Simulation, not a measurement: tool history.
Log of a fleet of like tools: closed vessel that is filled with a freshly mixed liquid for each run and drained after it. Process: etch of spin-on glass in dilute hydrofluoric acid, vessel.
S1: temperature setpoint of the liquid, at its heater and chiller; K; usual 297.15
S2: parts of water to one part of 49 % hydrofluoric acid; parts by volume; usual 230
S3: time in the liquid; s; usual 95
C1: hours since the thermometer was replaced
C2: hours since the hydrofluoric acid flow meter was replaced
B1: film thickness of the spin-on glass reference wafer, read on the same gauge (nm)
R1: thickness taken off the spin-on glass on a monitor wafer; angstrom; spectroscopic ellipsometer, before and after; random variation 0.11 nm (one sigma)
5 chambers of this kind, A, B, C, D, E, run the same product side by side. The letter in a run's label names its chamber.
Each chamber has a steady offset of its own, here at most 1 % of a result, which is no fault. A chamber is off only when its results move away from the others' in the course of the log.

Run 1C, day 0.462: usual settings; C1 1568.6; C2 170.5; B1 50.017. Result: R1 112.49 angstrom.
Run 2D, day 0.917: usual settings; C1 2726.2; C2 90.1; B1 49.993. Result: R1 114.54 angstrom.
Run 3A, day 1.358: usual settings; C1 976.6; C2 877.1; B1 50.027. Result: R1 114.1 angstrom.
Run 4E, day 1.717: usual settings; C1 635.7; C2 236; B1 50.024. Result: R1 111.98 angstrom.
Run 5B, day 2.05: usual settings; C1 146.2; C2 1434.9; B1 50.001. Result: R1 113.94 angstrom.
Run 6B, day 2.354: usual settings; C1 153.5; C2 1442.2; B1 50.021. Result: R1 114.1 angstrom.
Run 7E, day 2.621: usual settings; C1 657.4; C2 257.7; B1 50.019. Result: R1 113.91 angstrom.
Run 8A, day 2.871: usual settings but S2 125 parts by volume, S3 140 s; C1 1012.9; C2 913.4; B1 50.003. Result: R1 342.08 angstrom.
Run 9C, day 3.312: usual settings but S2 125 parts by volume, S3 140 s; C1 1637; C2 238.9; B1 50.006. Result: R1 349.63 angstrom.
Run 10D, day 3.783: usual settings but S2 125 parts by volume, S3 140 s; C1 2795; C2 158.9; B1 50.017. Result: R1 344.77 angstrom.
At day 4.088: chamber C: thermometer replaced.
Run 11E, day 4.183: usual settings but S2 125 parts by volume, S3 140 s; C1 694.9; C2 295.2; B1 50.027. Result: R1 335.59 angstrom.
Run 12D, day 4.608: usual settings but S2 125 parts by volume, S3 140 s; C1 2814.8; C2 178.7; B1 49.959. Result: R1 353.14 angstrom.
Run 13C, day 5.012: usual settings; C1 22.3; C2 279.7; B1 50.033. Result: R1 109.96 angstrom.
Run 14B, day 5.396: usual settings; C1 226.5; C2 1515.2; B1 49.972. Result: R1 112.44 angstrom.
Run 15A, day 5.642: usual settings; C1 1079.4; C2 979.9; B1 50.008. Result: R1 114.14 angstrom.
Run 16D, day 5.942: usual settings; C1 2846.8; C2 210.7; B1 50.049. Result: R1 113.85 angstrom.
Run 17C, day 6.342: usual settings; C1 54.2; C2 311.6; B1 49.97. Result: R1 110.13 angstrom.
Run 18A, day 6.679: usual settings; C1 1104.3; C2 1004.8; B1 49.989. Result: R1 111.87 angstrom.
Run 19B, day 7.083: usual settings; C1 267; C2 1555.7; B1 49.998. Result: R1 114.69 angstrom.
Run 20E, day 7.367: usual settings but S2 265 parts by volume; C1 771.3; C2 371.6; B1 49.974. Result: R1 95.942 angstrom.
Run 21D, day 7.675: usual settings but S2 265 parts by volume; C1 2888.4; C2 252.3; B1 50.021. Result: R1 94.461 angstrom.
Run 22E, day 8.038: usual settings but S2 265 parts by volume; C1 787.4; C2 387.7; B1 49.997. Result: R1 95.267 angstrom.
Run 23A, day 8.296: usual settings but S2 265 parts by volume; C1 1143.1; C2 1043.6; B1 50.02. Result: R1 96.085 angstrom.
Run 24B, day 8.521: usual settings but S2 265 parts by volume; C1 301.5; C2 1590.2; B1 50.008. Result: R1 95.769 angstrom.
Run 25C, day 8.796: usual settings; C1 113.1; C2 370.5; B1 49.982. Result: R1 108.05 angstrom.
Run 26C, day 9.117: usual settings; C1 120.8; C2 378.2; B1 49.977. Result: R1 105.6 angstrom.
Run 27D, day 9.338: usual settings; C1 2928.3; C2 292.2; B1 49.982. Result: R1 114.1 angstrom.
At day 9.75: chamber E: thermometer replaced.
Run 28E, day 9.796: usual settings; C1 1.1; C2 429.9; B1 50.012. Result: R1 112.56 angstrom.
Run 29A, day 10.104: usual settings; C1 1186.5; C2 1087; B1 50.029. Result: R1 113.63 angstrom.
Run 30B, day 10.446: usual settings but S3 135 s; C1 347.7; C2 1636.4; B1 49.982. Result: R1 162.06 angstrom.

Next, every chamber runs the same settings. What will each give?
Run 31A, day 10.8: usual settings. Result: R1 ?.
Run 31B, day 10.8: usual settings. Result: R1 ?.
Run 31C, day 10.8: usual settings. Result: R1 ?.
Run 31D, day 10.8: usual settings. Result: R1 ?.
Run 31E, day 10.8: usual settings. Result: R1 ?.

run      R1
31A  110.84
31B  114.06
31C  104.96
31D  114.64
31E  111.71
